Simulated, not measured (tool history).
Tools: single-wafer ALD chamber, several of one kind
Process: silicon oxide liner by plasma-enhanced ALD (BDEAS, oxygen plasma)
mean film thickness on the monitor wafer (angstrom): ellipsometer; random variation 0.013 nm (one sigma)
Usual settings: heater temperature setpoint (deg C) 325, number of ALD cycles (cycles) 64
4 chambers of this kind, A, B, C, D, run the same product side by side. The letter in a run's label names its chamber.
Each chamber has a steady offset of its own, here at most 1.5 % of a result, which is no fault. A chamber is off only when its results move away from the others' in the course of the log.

| run | hour | heater temperature setpoint (deg C) | number of ALD cycles (cycles) | hours since the last thermocouple change | read-back reference wafer on the same gauge, thickness_nm | mean film thickness on the monitor wafer (angstrom) |
|---|---|---|---|---|---|---|
| 1C | 8.1 | 325 | 64 | 455.0 | 5.2113 | 57.046 |
| 2D | 13.7 | 325 | 64 | 23.9 | 5.2135 | 57.230 |
| 3B | 20.3 | 325 | 64 | 43.2 | 5.2083 | 58.272 |
| 4A | 30.0 | 325 | 64 | 1112.4 | 5.2119 | 57.211 |
| 5A | 35.8 | 325 | 64 | 1118.2 | 5.2060 | 57.438 |
| 6B | 42.2 | 325 | 64 | 65.1 | 5.2113 | 58.259 |
| 7C | 47.8 | 325 | 64 | 494.7 | 5.2107 | 57.043 |
|  | 48.3 | chamber A: thermocouple changed; heater temperature recalibrated |
| 8D | 55.8 | 325 | 64 | 66.0 | 5.2135 | 57.229 |
| 9D | 65.2 | 325 | 64 | 75.4 | 5.2124 | 57.344 |
| 10C | 70.3 | 325 | 64 | 517.2 | 5.2093 | 57.376 |
| 11A | 78.4 | 325 | 64 | 30.2 | 5.2111 | 57.429 |
| 12B | 87.2 | 325 | 64 | 110.1 | 5.2102 | 58.253 |
| 13C | 93.6 | 325 | 64 | 540.5 | 5.2068 | 57.161 |
| 14A | 102.9 | 325 | 64 | 54.7 | 5.2095 | 57.557 |
| 15B | 112.0 | 325 | 64 | 134.9 | 5.2091 | 58.258 |
| 16D | 121.8 | 325 | 64 | 132.0 | 5.2120 | 57.174 |
| 17A | 131.4 | 325 | 64 | 83.2 | 5.2085 | 57.496 |
| 18C | 138.6 | 312 | 70 | 585.5 | 5.2094 | 63.633 |
| 19B | 146.6 | 312 | 70 | 169.5 | 5.2107 | 64.857 |
| 20D | 152.3 | 312 | 70 | 162.5 | 5.2108 | 63.694 |
| 21C | 157.7 | 312 | 70 | 604.6 | 5.2069 | 63.526 |
| 22D | 164.9 | 325 | 64 | 175.1 | 5.2102 | 57.100 |
| 23B | 170.4 | 325 | 64 | 193.3 | 5.2100 | 58.438 |
| 24A | 175.1 | 325 | 64 | 126.9 | 5.2084 | 57.498 |
| 25C | 184.6 | 325 | 64 | 631.5 | 5.2094 | 57.042 |
| 26B | 192.1 | 325 | 64 | 215.0 | 5.2099 | 58.278 |
| 27D | 197.4 | 325 | 64 | 207.6 | 5.2074 | 57.181 |
| 28A | 205.6 | 325 | 64 | 157.4 | 5.2092 | 57.529 |
| 29B | 213.5 | 325 | 64 | 236.4 | 5.2093 | 58.113 |
| 30A | 221.3 | 325 | 64 | 173.1 | 5.2107 | 57.487 |
| 31D | 230.6 | 325 | 64 | 240.8 | 5.2101 | 57.355 |
| 32C | 238.6 | 325 | 64 | 685.5 | 5.2103 | 57.074 |
| 33A | 248.3 | 339 | 71 | 200.1 | 5.2076 | 62.587 |

All 4 chambers run these settings next. Forecast each chamber's results:
| 34A | 255.7 | 320 | 64 |  |  | ? |
| 34B | 255.7 | 320 | 64 |  |  | ? |
| 34C | 255.7 | 320 | 64 |  |  | ? |
| 34D | 255.7 | 320 | 64 |  |  | ? |

| run | mean film thickness on the monitor wafer (angstrom) |
|---|---|
| 34A | 58.090 |
| 34B | 58.825 |
| 34C | 57.283 |
| 34D | 57.754 |
